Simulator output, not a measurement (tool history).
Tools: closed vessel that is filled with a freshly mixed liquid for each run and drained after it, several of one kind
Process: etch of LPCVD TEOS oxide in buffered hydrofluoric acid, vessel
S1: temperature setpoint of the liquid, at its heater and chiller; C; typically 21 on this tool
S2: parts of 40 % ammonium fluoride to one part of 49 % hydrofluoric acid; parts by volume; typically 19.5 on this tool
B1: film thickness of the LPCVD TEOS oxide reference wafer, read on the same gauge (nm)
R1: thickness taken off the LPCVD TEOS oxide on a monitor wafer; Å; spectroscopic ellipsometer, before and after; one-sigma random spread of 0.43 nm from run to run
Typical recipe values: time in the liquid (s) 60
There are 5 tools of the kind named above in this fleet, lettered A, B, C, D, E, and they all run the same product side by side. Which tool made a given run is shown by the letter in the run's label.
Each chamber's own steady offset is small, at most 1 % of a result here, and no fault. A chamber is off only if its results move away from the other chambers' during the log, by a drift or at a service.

Run 1D, hour 7.1: usual settings; B1 99.972. Result: R1 1031.20 Å.
Run 2B, hour 16.9: usual settings; B1 100.010. Result: R1 1024.30 Å.
Run 3C, hour 23.4: usual settings; B1 99.997. Result: R1 1015.00 Å.
Run 4E, hour 29.1: usual settings; B1 99.986. Result: R1 1028.40 Å.
Run 5A, hour 36.9: usual settings; B1 99.980. Result: R1 1026.60 Å.
Run 6A, hour 42.7: usual settings; B1 100.000. Result: R1 1021.20 Å.
Run 7B, hour 51.9: usual settings; B1 99.992. Result: R1 1017.40 Å.
Run 8D, hour 61.4: usual settings; B1 99.971. Result: R1 1028.60 Å.
Run 9C, hour 69.3: usual settings; B1 99.994. Result: R1 1017.60 Å.
Run 10E, hour 78.1: usual settings; B1 100.000. Result: R1 1028.20 Å.
Run 11D, hour 84.5: usual settings; B1 100.010. Result: R1 1033.10 Å.
Run 12A, hour 92.3: usual settings; B1 99.968. Result: R1 1029.90 Å.
At hour 93.4: chamber D: hydrofluoric acid flow meter replaced.
Run 13B, hour 100.0: usual settings but time in the liquid (s) 90; B1 100.010. Result: R1 1540.50 Å.
Run 14C, hour 107.2: usual settings but time in the liquid (s) 90; B1 99.990. Result: R1 1532.90 Å.
Run 15E, hour 114.7: usual settings but time in the liquid (s) 90; B1 100.040. Result: R1 1540.30 Å.
Run 16B, hour 120.8: usual settings but time in the liquid (s) 90; B1 100.030. Result: R1 1530.20 Å.
Run 17D, hour 128.3: usual settings but time in the liquid (s) 90; B1 100.000. Result: R1 1540.50 Å.
Run 18C, hour 134.4: usual settings; B1 99.967. Result: R1 1017.40 Å.
Run 19E, hour 140.7: usual settings; B1 100.010. Result: R1 1016.60 Å.
Run 20A, hour 149.2: usual settings; B1 100.010. Result: R1 1025.20 Å.
Run 21E, hour 154.0: usual settings but S1 25 C, S2 27.0 parts by volume; B1 99.941. Result: R1 1021.80 Å.
Run 22C, hour 161.1: usual settings but S1 25 C, S2 27.0 parts by volume; B1 99.986. Result: R1 1006.60 Å.
Run 23A, hour 168.7: usual settings but S1 25 C, S2 27.0 parts by volume; B1 100.020. Result: R1 1008.10 Å.
Run 24D, hour 177.3: usual settings but S1 25 C, S2 27.0 parts by volume; B1 100.030. Result: R1 1019.10 Å.
Run 25B, hour 186.6: usual settings but S1 25 C, S2 27.0 parts by volume; B1 99.973. Result: R1 1007.10 Å.
Run 26E, hour 193.1: usual settings; B1 100.020. Result: R1 1026.50 Å.
At hour 197.5: chamber D: thermometer replaced.
Run 27B, hour 198.2: usual settings; B1 99.986. Result: R1 1023.20 Å.
Run 28A, hour 202.6: usual settings; B1 100.010. Result: R1 1017.70 Å.
Run 29D, hour 207.9: usual settings; B1 100.020. Result: R1 1030.60 Å.
Run 30C, hour 217.6: usual settings; B1 99.973. Result: R1 1017.40 Å.
Run 31D, hour 227.0: usual settings; B1 99.969. Result: R1 1027.10 Å.

Next, all 5 chambers run the settings below, one line each with question marks for the results. What does each chamber give?
Run 32A, hour 234.1: usual settings but S1 18 C. Result: R1 ?.
Run 32B, hour 234.1: usual settings but S1 18 C. Result: R1 ?.
Run 32C, hour 234.1: usual settings but S1 18 C. Result: R1 ?.
Run 32D, hour 234.1: usual settings but S1 18 C. Result: R1 ?.
Run 32E, hour 234.1: usual settings but S1 18 C. Result: R1 ?.

run      R1
32A  866.10
32B  857.69
32C  862.26
32D  867.28
32E  863.61
